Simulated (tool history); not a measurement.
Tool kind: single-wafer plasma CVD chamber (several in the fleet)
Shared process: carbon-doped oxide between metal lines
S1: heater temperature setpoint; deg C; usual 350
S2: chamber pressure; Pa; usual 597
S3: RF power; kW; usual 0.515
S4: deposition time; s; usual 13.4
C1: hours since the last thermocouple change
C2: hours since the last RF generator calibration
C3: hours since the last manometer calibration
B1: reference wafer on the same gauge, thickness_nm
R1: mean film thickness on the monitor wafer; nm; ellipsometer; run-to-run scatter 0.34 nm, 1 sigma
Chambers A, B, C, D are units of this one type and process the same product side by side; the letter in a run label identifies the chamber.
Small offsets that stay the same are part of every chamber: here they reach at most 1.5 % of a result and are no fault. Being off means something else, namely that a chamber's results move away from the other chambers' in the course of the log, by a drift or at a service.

run	day	S1	S2	S3	S4	C1	C2	C3	B1	R1
1D	0.371	350	597	0.515	13.4	264.8	626.5	1977.1	67.250	69.315
2A	0.775	350	597	0.515	13.4	927.2	1102.3	1865.4	67.353	70.204
3C	1.396	350	597	0.515	13.4	1232.9	1664.7	1853.2	67.241	70.016
4B	1.983	350	597	0.515	13.4	477.3	812.4	542.8	67.234	70.243
5B	2.629	350	597	0.515	13.4	492.8	827.9	558.3	67.309	70.599
6A	2.933	350	597	0.515	13.4	979.0	1154.1	1917.2	67.263	69.885
7C	3.362	350	597	0.515	13.4	1280.1	1711.9	1900.4	67.240	69.192
8D	3.650	350	597	0.575	15.4	343.5	705.2	2055.8	67.300	85.602
9B	4.296	350	597	0.575	15.4	532.8	867.9	598.3	67.379	87.310
10D	4.888	350	597	0.575	15.4	373.2	734.9	2085.5	67.326	84.751
11A	5.350	350	597	0.575	15.4	1037.0	1212.1	1975.2	67.295	86.313
12C	5.775	350	597	0.515	13.4	1338.0	1769.8	1958.3	67.186	69.504
13A	6.221	350	597	0.515	13.4	1057.9	1233.0	1996.1	67.272	69.882
# day 6.296: chamber D: capacitance manometer re-zeroed and calibrated
14B	6.533	350	597	0.515	13.4	586.5	921.6	652.0	67.259	70.409
15D	7.038	364	597	0.515	13.4	424.8	786.5	17.8	67.306	67.321
16C	7.354	364	597	0.515	13.4	1375.9	1807.7	1996.2	67.298	66.916
17A	7.983	364	597	0.515	13.4	1100.2	1275.3	2038.4	67.269	67.491
18D	8.512	364	597	0.515	13.4	460.2	821.9	53.2	67.191	67.063
19C	8.800	350	597	0.515	13.4	1410.6	1842.4	2030.9	67.279	69.180
20B	9.325	350	597	0.515	13.4	653.5	988.6	719.0	67.243	70.323
21C	9.633	350	597	0.515	13.4	1430.6	1862.4	2050.9	67.308	69.175
22B	10.171	350	597	0.515	13.4	673.8	1008.9	739.3	67.322	70.411
# day 10.262: chamber C: thermocouple changed; heater temperature recalibrated
23A	10.458	350	597	0.515	13.4	1159.6	1334.7	2097.8	67.277	70.014
24D	11.104	350	597	0.515	13.4	522.4	884.1	115.4	67.256	69.378
25D	11.604	350	597	0.515	13.4	534.4	896.1	127.4	67.334	68.952
26A	11.971	350	597	0.515	13.4	1195.9	1371.0	2134.1	67.187	70.647
27B	12.550	350	597	0.515	13.4	730.9	1066.0	796.4	67.369	70.689
28C	13.133	350	597	0.515	13.4	69.0	1946.4	2134.9	67.253	69.401
29A	13.462	350	597	0.515	13.4	1231.7	1406.8	2169.9	67.263	69.855
30D	14.038	350	597	0.515	13.4	592.8	954.5	185.8	67.329	69.998
31B	14.550	358	597	0.515	13.4	778.9	1114.0	844.4	67.310	68.784
32C	15.179	358	597	0.515	13.4	118.1	1995.5	2184.0	67.287	67.612
33A	15.521	358	597	0.515	13.4	1281.1	1456.2	2219.3	67.251	68.652
34D	15.929	358	597	0.515	13.4	638.2	999.9	231.2	67.317	68.240
35B	16.429	350	597	0.515	13.4	824.0	1159.1	889.5	67.377	70.941
36C	16.912	350	597	0.515	13.4	159.7	2037.1	2225.6	67.191	69.832

One chamber off, gauge drift, or nothing amiss beyond the chambers' own small offsets? If it is a chamber, which one, and what is the likeliest cause?

The fleet is healthy, with each chamber sitting at its usual small offset and no drift in the gauge.

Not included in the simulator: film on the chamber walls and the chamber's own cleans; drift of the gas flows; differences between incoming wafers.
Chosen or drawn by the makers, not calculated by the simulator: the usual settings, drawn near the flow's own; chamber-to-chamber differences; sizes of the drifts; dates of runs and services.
